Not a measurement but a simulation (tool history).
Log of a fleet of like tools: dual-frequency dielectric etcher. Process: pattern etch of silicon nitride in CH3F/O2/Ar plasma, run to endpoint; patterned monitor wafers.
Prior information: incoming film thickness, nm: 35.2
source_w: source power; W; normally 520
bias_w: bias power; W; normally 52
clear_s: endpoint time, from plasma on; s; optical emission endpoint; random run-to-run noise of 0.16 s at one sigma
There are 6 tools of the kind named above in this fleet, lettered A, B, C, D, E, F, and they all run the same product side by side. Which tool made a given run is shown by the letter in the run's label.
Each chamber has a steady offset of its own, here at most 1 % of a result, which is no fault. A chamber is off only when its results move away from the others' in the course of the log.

run	hour	source_w	bias_w	clear_s
1F	2.8	520	52	51.581
2C	7.2	520	52	51.281
3A	10.2	520	52	51.491
4B	13.3	520	52	51.039
5D	17.6	520	52	50.731
6E	21.1	520	52	50.735
7E	23.4	520	52	50.991
8F	25.7	520	52	51.509
9A	29.3	400	59	54.673
10B	31.4	400	59	54.324
11D	34.5	400	59	54.039
12C	39.1	400	59	54.362
13C	43.5	400	59	54.796
# hour 46.4: chamber B: wet clean of the chamber
14A	46.5	400	59	54.255
15F	49.8	520	52	51.666
16B	52.3	520	52	51.153
17D	56.1	520	52	50.96
18E	60.1	520	52	51.079
19F	63.1	520	52	51.671
# hour 63.4: chamber F: wet clean of the chamber
20E	67.2	520	52	51.109
21C	71.1	520	52	51.298
22D	73.6	520	63	48.115
23B	76.3	520	63	48.209
24A	79.7	520	63	48.228
25A	84.5	520	63	48.024
26D	87.9	520	63	47.783
27C	91.4	520	63	48.12
28B	95.9	520	52	51.568
29E	100	520	52	51.116
30F	104.4	520	52	53.813
31B	108.5	520	52	51.405
32F	113	440	57	55.447
33D	116	440	57	53.326
34A	118.4	440	57	52.998
35E	122.9	440	57	52.813
36C	125.1	440	57	53.305
37C	129.4	440	57	53.034
38F	132.7	520	52	53.542
39E	135.9	480	57	51.208
40B	138.4	480	57	51.111

Each of the 6 chambers runs these same settings next. Fill in every chamber's results:
41A	141.9	520	43	?
41B	141.9	520	43	?
41C	141.9	520	43	?
41D	141.9	520	43	?
41E	141.9	520	43	?
41F	141.9	520	43	?

run	clear_s
41A	54.168
41B	54.096
41C	54.235
41D	53.74
41E	54.109
41F	56.677
